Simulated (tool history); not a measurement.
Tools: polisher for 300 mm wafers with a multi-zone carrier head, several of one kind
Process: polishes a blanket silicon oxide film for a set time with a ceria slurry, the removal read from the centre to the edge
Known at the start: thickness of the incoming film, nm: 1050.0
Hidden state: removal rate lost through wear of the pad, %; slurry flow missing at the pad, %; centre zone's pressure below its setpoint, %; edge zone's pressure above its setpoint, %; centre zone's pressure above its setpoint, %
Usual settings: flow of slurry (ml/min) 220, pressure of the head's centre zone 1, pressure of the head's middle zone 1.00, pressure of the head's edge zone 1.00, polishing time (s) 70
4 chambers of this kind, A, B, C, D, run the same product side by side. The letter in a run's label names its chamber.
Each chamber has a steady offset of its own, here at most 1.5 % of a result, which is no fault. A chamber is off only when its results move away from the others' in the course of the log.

run,day,flow of slurry (ml/min),pressure of the head's centre zone,pressure of the head's middle zone,pressure of the head's edge zone,polishing time (s),wafers polished on this pad,hours since the slurry nozzle was cleaned,hours since the centre zone pressure was calibrated,hours since the edge zone pressure was calibrated,film removed at the wafer's centre (nm),film removed at mid-radius (nm),film removed at the wafer's edge (nm)
1A,0.125,220,1,1.00,1.00,70,741,40.8,955.4,582.7,357.06,349.22,355.07
2D,0.267,220,1,1.00,1.00,70,850,163.3,1082.4,1246.0,358.46,363.32,358.02
3C,0.417,220,1,1.00,1.00,70,192,101.4,566.7,500.5,355.17,356.43,345.35
# day 0.421: chamber C: centre zone pressure recalibrated
4B,0.583,220,1,1.00,1.00,70,270,318.9,638.7,127.2,361.44,363.71,355.49
5A,0.758,245,1,0.96,1.00,70,903,56.0,970.6,597.9,365.52,346.82,359.41
6C,0.867,245,1,0.96,1.00,70,307,112.2,10.8,511.3,359.55,344.43,363.05
7D,1.004,245,1,0.96,1.00,70,1039,181.0,1100.1,1263.7,363.33,343.54,362.10
8B,1.083,245,1,0.96,1.00,70,398,330.9,650.7,139.2,372.18,357.43,363.64
9A,1.233,220,1,1.00,1.04,70,1025,67.4,982.0,609.3,358.75,358.13,367.55
10B,1.375,220,1,1.00,1.04,70,473,337.9,657.7,146.2,363.93,360.94,360.91
11D,1.525,220,1,1.00,1.04,70,1173,193.5,1112.6,1276.2,359.99,361.35,362.42
# day 1.621: chamber D: worn pad replaced by a new one
12C,1.646,220,1,1.00,1.04,70,507,130.9,29.5,530.0,349.67,357.70,360.77
13D,1.762,220,1,1.00,1.00,70,37,199.2,1118.3,1281.9,354.43,355.17,362.25
14A,1.875,220,1,1.00,1.00,70,1189,82.8,997.4,624.7,359.87,354.82,357.27
# day 1.929: chamber A: worn pad replaced by a new one
15B,2.012,220,1,1.00,1.05,70,636,353.2,673.0,161.5,357.91,365.12,362.86
16C,2.096,220,1,1.00,1.05,70,622,141.7,40.3,540.8,355.48,360.00,368.27
17B,2.233,220,1,1.00,1.05,70,692,358.5,678.3,166.8,361.05,357.96,364.00
18D,2.371,220,1,1.00,1.05,70,192,213.8,1132.9,1296.5,355.21,364.46,367.06
19C,2.467,220,1,1.00,1.11,70,717,150.6,49.2,549.7,349.25,359.62,373.38
20A,2.562,220,1,1.00,1.11,70,163,99.3,1013.9,641.2,362.74,354.43,380.44
21C,2.704,220,1,1.00,1.11,70,778,156.3,54.9,555.4,355.95,353.75,375.45
22A,2.883,220,1,1.00,1.11,70,245,107.0,1021.6,648.9,358.54,351.51,383.88
# day 2.962: chamber B: slurry nozzle cleaned
23D,2.983,220,1,1.00,1.00,70,349,228.5,1147.6,1311.2,363.42,358.48,350.40
24B,3.117,220,1,1.00,1.00,70,919,3.8,699.5,188.0,362.21,368.51,358.93
25A,3.296,220,1,0.92,0.96,70,350,116.9,1031.5,658.8,356.65,332.78,351.35
26C,3.396,220,1,0.92,0.96,70,955,172.9,71.5,572.0,353.48,328.19,351.67
# day 3.533: chamber B: worn pad replaced by a new one
27D,3.571,220,1,0.92,0.96,70,500,242.6,1161.7,1325.3,353.85,332.46,357.40
# day 3.592: chamber A: centre zone pressure recalibrated
28B,3.721,220,1,0.92,0.96,70,48,18.3,714.0,202.5,359.88,336.64,351.88
29A,3.838,220,1,1.00,1.00,70,489,129.9,5.9,671.8,323.73,357.95,358.66
30C,4.017,220,1,1.06,1.00,70,1114,187.8,86.4,586.9,349.71,376.57,357.04
31D,4.138,220,1,1.06,1.00,70,645,256.2,1175.3,1338.9,356.77,381.01,355.81
32B,4.304,220,1,1.06,1.00,70,197,32.3,728.0,216.5,361.95,382.77,355.35
33C,4.396,220,1,1.06,1.00,70,1211,196.9,95.5,596.0,354.65,379.90,360.86
34A,4.471,220,1,1.00,1.00,70,651,145.1,21.1,687.0,324.05,346.97,349.55
35B,4.554,220,1,1.00,1.00,70,261,38.3,734.0,222.5,362.47,358.87,356.69
36D,4.662,220,1,1.00,1.00,70,779,268.8,1187.9,1351.5,357.61,351.63,362.69
37A,4.771,220,1,1.00,1.00,70,728,152.3,28.3,694.2,327.29,349.69,359.72
# day 4.892: chamber C: worn pad replaced by a new one
38D,4.900,220,1,1.00,1.00,70,840,274.5,1193.6,1357.2,358.15,361.78,359.98
39B,4.992,220,1,1.00,1.00,70,373,48.8,744.5,233.0,362.69,358.92,353.50
40C,5.158,220,1,1.00,1.00,70,69,215.2,113.8,614.3,357.35,358.27,352.09
41A,5.246,220,1,1.00,1.00,70,850,163.7,39.7,705.6,327.14,351.61,354.85
42C,5.408,220,1,1.00,1.00,70,133,221.2,119.8,620.3,360.01,366.56,353.51
43B,5.488,220,1,1.00,1.00,70,500,60.7,756.4,244.9,363.37,359.73,352.45
44D,5.604,220,1,1.00,1.00,70,1020,291.4,1210.5,1374.1,359.27,356.03,361.37

Is one chamber off against the others, does the gauge drift, or is nothing wrong? If a chamber is off, say which, and what the likeliest cause is.

A service left chamber A off against the others.
Cause: centre zone's pressure below its setpoint, % = 9.09.

Here are 4 candidates for chamber A's next run, each the usual settings with a change, their results left as question marks. Which one brings its results back in line with what the others give on the usual settings?
In line means no further than this from the other chambers' mean on the usual settings: film removed at the wafer's centre (nm) 11.00; film removed at mid-radius (nm) 13.00; film removed at the wafer's edge (nm) 14.00
45A-1,5.733,230,1.14,1.00,0.94,72,,,,,?,?,?
45A-2,5.733,215,0.93,1.00,1.03,69,,,,,?,?,?
45A-3,5.733,210,0.87,1.00,1.06,68,,,,,?,?,?
45A-4,5.733,225,1.07,1.00,0.97,71,,,,,?,?,?

The other chambers' mean on the usual settings: film removed at the wafer's centre (nm) 357.30; film removed at mid-radius (nm) 358.81; film removed at the wafer's edge (nm) 356.25
run,film removed at the wafer's centre (nm),film removed at mid-radius (nm),film removed at the wafer's edge (nm)
45A-1,384.54,366.46,355.40
45A-2,292.46,348.41,354.60
45A-3,266.87,342.33,353.93
45A-4,353.00,360.46,355.33
45A-4 brings the chamber back in line.
